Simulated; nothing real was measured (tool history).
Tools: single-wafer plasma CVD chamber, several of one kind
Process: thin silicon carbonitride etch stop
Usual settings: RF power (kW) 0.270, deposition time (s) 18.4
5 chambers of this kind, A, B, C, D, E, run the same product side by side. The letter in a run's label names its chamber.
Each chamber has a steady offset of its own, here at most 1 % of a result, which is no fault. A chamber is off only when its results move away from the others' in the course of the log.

run,hour,RF power (kW),deposition time (s),hours since the last thermocouple change,hours since the last RF generator calibration,"read-back reference wafer on the same gauge, thickness_nm",mean film thickness on the monitor wafer (nm)
1E,3.8,0.270,18.4,8.3,945.7,10.004,11.4260
2D,6.3,0.270,18.4,318.4,1135.2,10.000,11.4590
# hour 8.5: chamber A: thermocouple changed; heater temperature recalibrated
3A,9.0,0.270,18.4,0.6,613.7,10.005,11.4570
4C,12.6,0.270,18.4,1295.2,1975.1,10.000,11.3650
5B,16.7,0.270,18.4,385.9,1835.7,10.009,11.4960
6C,19.1,0.270,18.4,1301.7,1981.6,10.011,11.3900
7D,24.4,0.270,18.4,336.5,1153.3,10.010,11.4710
8E,27.9,0.270,18.4,32.4,969.8,10.007,11.4220
9A,30.6,0.235,18.4,22.2,635.3,10.012,11.0090
10B,34.4,0.235,18.4,403.6,1853.4,10.013,11.0000
11D,39.8,0.235,18.4,351.9,1168.7,10.014,10.9930
12E,43.9,0.235,18.4,48.4,985.8,10.017,10.9370
13B,49.2,0.235,18.4,418.4,1868.2,10.022,11.0320
14A,52.8,0.270,18.4,44.4,657.5,10.020,11.4640
15C,56.8,0.270,18.4,1339.4,2019.3,10.020,11.3830
16C,59.3,0.270,18.4,1341.9,2021.8,10.022,11.4190
17B,64.2,0.270,18.4,433.4,1883.2,10.026,11.5500
18D,69.6,0.270,18.4,381.7,1198.5,10.027,11.4820
19E,72.0,0.270,18.4,76.5,1013.9,10.027,11.4610
20A,75.5,0.270,18.4,67.1,680.2,10.032,11.4920
21B,79.0,0.270,18.4,448.2,1898.0,10.029,11.5160
22E,82.2,0.270,18.4,86.7,1024.1,10.029,11.4400
23C,85.7,0.270,18.4,1368.3,2048.2,10.034,11.4330
24A,88.5,0.270,18.4,80.1,693.2,10.039,11.4840
25D,92.7,0.270,18.4,404.8,1221.6,10.038,11.5220
26B,96.5,0.270,18.4,465.7,1915.5,10.037,11.5350
27C,100.2,0.270,18.4,1382.8,2062.7,10.038,11.4210
28D,104.7,0.270,18.4,416.8,1233.6,10.043,11.5360
29E,109.9,0.270,18.4,114.4,1051.8,10.041,11.4510
30A,113.0,0.270,18.4,104.6,717.7,10.042,11.5050
# hour 115.0: chamber D: RF generator calibrated
31B,116.0,0.270,18.4,485.2,1935.0,10.047,11.5340
32C,120.4,0.270,18.4,1403.0,2082.9,10.049,11.4010
33D,125.0,0.270,18.4,437.1,10.0,10.043,11.5380
34A,129.2,0.300,16.0,120.8,733.9,10.045,10.2990
35E,134.3,0.300,16.0,138.8,1076.2,10.058,10.2850
36E,136.8,0.300,16.0,141.3,1078.7,10.056,10.3160
37A,141.2,0.300,16.0,132.8,745.9,10.057,10.2930
38B,144.1,0.300,16.0,513.3,1963.1,10.055,10.3700
39C,149.1,0.270,18.4,1431.7,2111.6,10.056,11.4200
40D,152.4,0.270,20.2,464.5,37.4,10.062,12.6960
41C,156.7,0.270,20.2,1439.3,2119.2,10.057,12.5610
# hour 157.4: chamber B: RF generator calibrated
42D,160.8,0.270,20.2,472.9,45.8,10.060,12.7000
43B,164.4,0.270,20.2,533.6,7.1,10.066,12.7110
44A,166.7,0.270,20.2,158.3,771.4,10.064,12.6700

Is one chamber off against the others, does the gauge drift, or is nothing wrong? If a chamber is off, say which, and what the likeliest cause is.

The gauge drifts, so all chambers seem to drift together. No chamber is off.
Cause: gauge reads high (%) = 0.662.
